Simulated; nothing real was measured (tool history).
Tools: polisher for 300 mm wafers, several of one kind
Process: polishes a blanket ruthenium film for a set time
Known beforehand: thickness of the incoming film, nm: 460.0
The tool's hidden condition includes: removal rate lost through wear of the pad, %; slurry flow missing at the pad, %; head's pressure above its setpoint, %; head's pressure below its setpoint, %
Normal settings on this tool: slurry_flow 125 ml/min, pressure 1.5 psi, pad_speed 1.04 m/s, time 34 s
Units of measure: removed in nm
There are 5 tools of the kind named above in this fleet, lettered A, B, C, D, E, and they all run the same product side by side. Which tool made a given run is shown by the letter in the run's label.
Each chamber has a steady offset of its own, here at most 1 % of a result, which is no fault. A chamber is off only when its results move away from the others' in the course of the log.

| run | hour | slurry_flow | pressure | pad_speed | time | wafers polished on this pad | hours since the slurry nozzle was cleaned | hours since the head pressure was calibrated | removed |
|---|---|---|---|---|---|---|---|---|---|
|  | 5.4 | chamber A: slurry nozzle cleaned |
| 1E | 10.6 | 125 | 1.5 | 1.04 | 34 | 941 | 131.5 | 254.1 | 26.113 |
|  | 11.2 | chamber D: worn pad replaced by a new one |
|  | 19.7 | chamber C: worn pad replaced by a new one |
| 2D | 19.8 | 125 | 1.5 | 1.04 | 34 | 66 | 53.8 | 43.3 | 25.394 |
| 3C | 27.4 | 125 | 1.5 | 1.04 | 34 | 59 | 186.4 | 388.0 | 25.409 |
| 4B | 36.8 | 125 | 1.5 | 1.04 | 34 | 384 | 96.2 | 1052.3 | 25.898 |
|  | 37.8 | chamber C: head pressure recalibrated |
| 5A | 45.3 | 125 | 1.5 | 1.04 | 34 | 888 | 40.0 | 898.0 | 26.310 |
|  | 51.6 | chamber E: worn pad replaced by a new one |
| 6D | 52.7 | 125 | 1.5 | 1.04 | 34 | 320 | 86.7 | 76.2 | 25.960 |
|  | 61.5 | chamber A: head pressure recalibrated |
| 7E | 63.8 | 125 | 1.5 | 1.04 | 34 | 94 | 184.7 | 307.3 | 26.108 |
| 8A | 70.8 | 125 | 1.5 | 1.04 | 34 | 1085 | 65.5 | 9.4 | 26.444 |
| 9B | 79.4 | 125 | 1.5 | 1.04 | 34 | 713 | 138.8 | 1094.9 | 25.558 |
| 10C | 87.7 | 125 | 1.5 | 1.04 | 34 | 524 | 246.7 | 50.0 | 25.847 |
|  | 87.8 | chamber A: worn pad replaced by a new one |
| 11E | 99.3 | 125 | 1.5 | 1.04 | 34 | 368 | 220.2 | 342.8 | 25.834 |
| 12A | 105.5 | 125 | 1.5 | 1.04 | 34 | 136 | 100.2 | 44.1 | 26.061 |
| 13D | 118.2 | 125 | 1.5 | 1.04 | 40 | 825 | 152.2 | 141.7 | 30.910 |
| 14B | 126.4 | 125 | 1.5 | 1.04 | 40 | 1075 | 185.8 | 1141.9 | 30.425 |
| 15C | 135.5 | 125 | 1.5 | 1.04 | 40 | 893 | 294.5 | 97.8 | 30.319 |
| 16A | 141.4 | 125 | 1.5 | 1.04 | 40 | 413 | 136.1 | 80.0 | 30.850 |
|  | 143.1 | chamber B: head pressure recalibrated |
|  | 143.5 | chamber D: worn pad replaced by a new one |
|  | 144.5 | chamber B: worn pad replaced by a new one |
|  | 151.6 | chamber C: slurry nozzle cleaned |
| 17B | 153.3 | 125 | 1.5 | 1.04 | 40 | 68 | 212.7 | 10.2 | 29.725 |
| 18C | 161.4 | 125 | 1.5 | 1.04 | 34 | 1092 | 9.8 | 123.7 | 25.717 |
| 19E | 173.4 | 125 | 1.5 | 1.04 | 34 | 939 | 294.3 | 416.9 | 26.155 |
| 20D | 179.2 | 125 | 1.5 | 1.04 | 34 | 275 | 213.2 | 202.7 | 26.083 |
| 21E | 189.4 | 125 | 1.5 | 1.04 | 34 | 1062 | 310.3 | 432.9 | 25.495 |
| 22C | 196.1 | 125 | 1.5 | 1.04 | 34 | 1360 | 44.5 | 158.4 | 25.700 |
|  | 199.1 | chamber C: worn pad replaced by a new one |
|  | 202.3 | chamber E: worn pad replaced by a new one |
| 23B | 204.7 | 125 | 1.5 | 1.04 | 34 | 464 | 264.1 | 61.6 | 24.878 |
| 24A | 216.1 | 125 | 1.7 | 0.76 | 34 | 988 | 210.8 | 154.7 | 21.489 |
| 25D | 228.0 | 125 | 1.7 | 0.76 | 34 | 651 | 262.0 | 251.5 | 20.677 |
| 26A | 238.0 | 125 | 1.7 | 0.76 | 34 | 1157 | 232.7 | 176.6 | 21.513 |
| 27E | 247.9 | 125 | 1.7 | 0.76 | 34 | 351 | 368.8 | 491.4 | 21.177 |
| 28B | 254.5 | 125 | 1.7 | 0.76 | 34 | 848 | 313.9 | 111.4 | 19.916 |
|  | 265.4 | chamber D: worn pad replaced by a new one |
| 29D | 266.2 | 125 | 1.5 | 1.04 | 34 | 6 | 300.2 | 289.7 | 25.863 |
| 30C | 276.6 | 125 | 1.5 | 1.04 | 34 | 597 | 125.0 | 238.9 | 25.322 |
| 31C | 285.6 | 125 | 1.5 | 1.04 | 34 | 667 | 134.0 | 247.9 | 25.585 |
| 32B | 295.9 | 125 | 1.5 | 1.04 | 34 | 1167 | 355.3 | 152.8 | 23.201 |
| 33D | 301.5 | 125 | 1.5 | 1.04 | 34 | 278 | 335.5 | 325.0 | 25.957 |

Is one chamber out of step, is the gauge drifting, or do the chambers differ by no more than their own small offsets? For an off chamber, give its letter and the likeliest cause.

Chamber B drifts away from the others.
Cause: slurry flow missing at the pad, % = 41.6.

Chamber B could run next with any of the 4 candidate recipes listed below; each alters the usual settings, and their results appear as question marks. Which one brings its results back in line with what the other chambers deliver on the usual settings?
A result is in line if it is within this distance of the other chambers' mean on the usual settings: removed 0.960 nm
| 34B-1 | 310.9 | 125 | 1.4 | 0.96 | 31 |  |  |  | ? |
| 34B-2 | 310.9 | 125 | 1.5 | 1.30 | 34 |  |  |  | ? |
| 34B-3 | 310.9 | 125 | 1.5 | 0.92 | 34 |  |  |  | ? |
| 34B-4 | 310.9 | 125 | 1.6 | 1.08 | 35 |  |  |  | ? |

The mean the other chambers reach with the usual settings: removed 25.719 nm
| run | removed |
|---|---|
| 34B-1 | 17.831 |
| 34B-2 | 28.432 |
| 34B-3 | 20.049 |
| 34B-4 | 25.866 |
34B-4 brings the chamber back in line.

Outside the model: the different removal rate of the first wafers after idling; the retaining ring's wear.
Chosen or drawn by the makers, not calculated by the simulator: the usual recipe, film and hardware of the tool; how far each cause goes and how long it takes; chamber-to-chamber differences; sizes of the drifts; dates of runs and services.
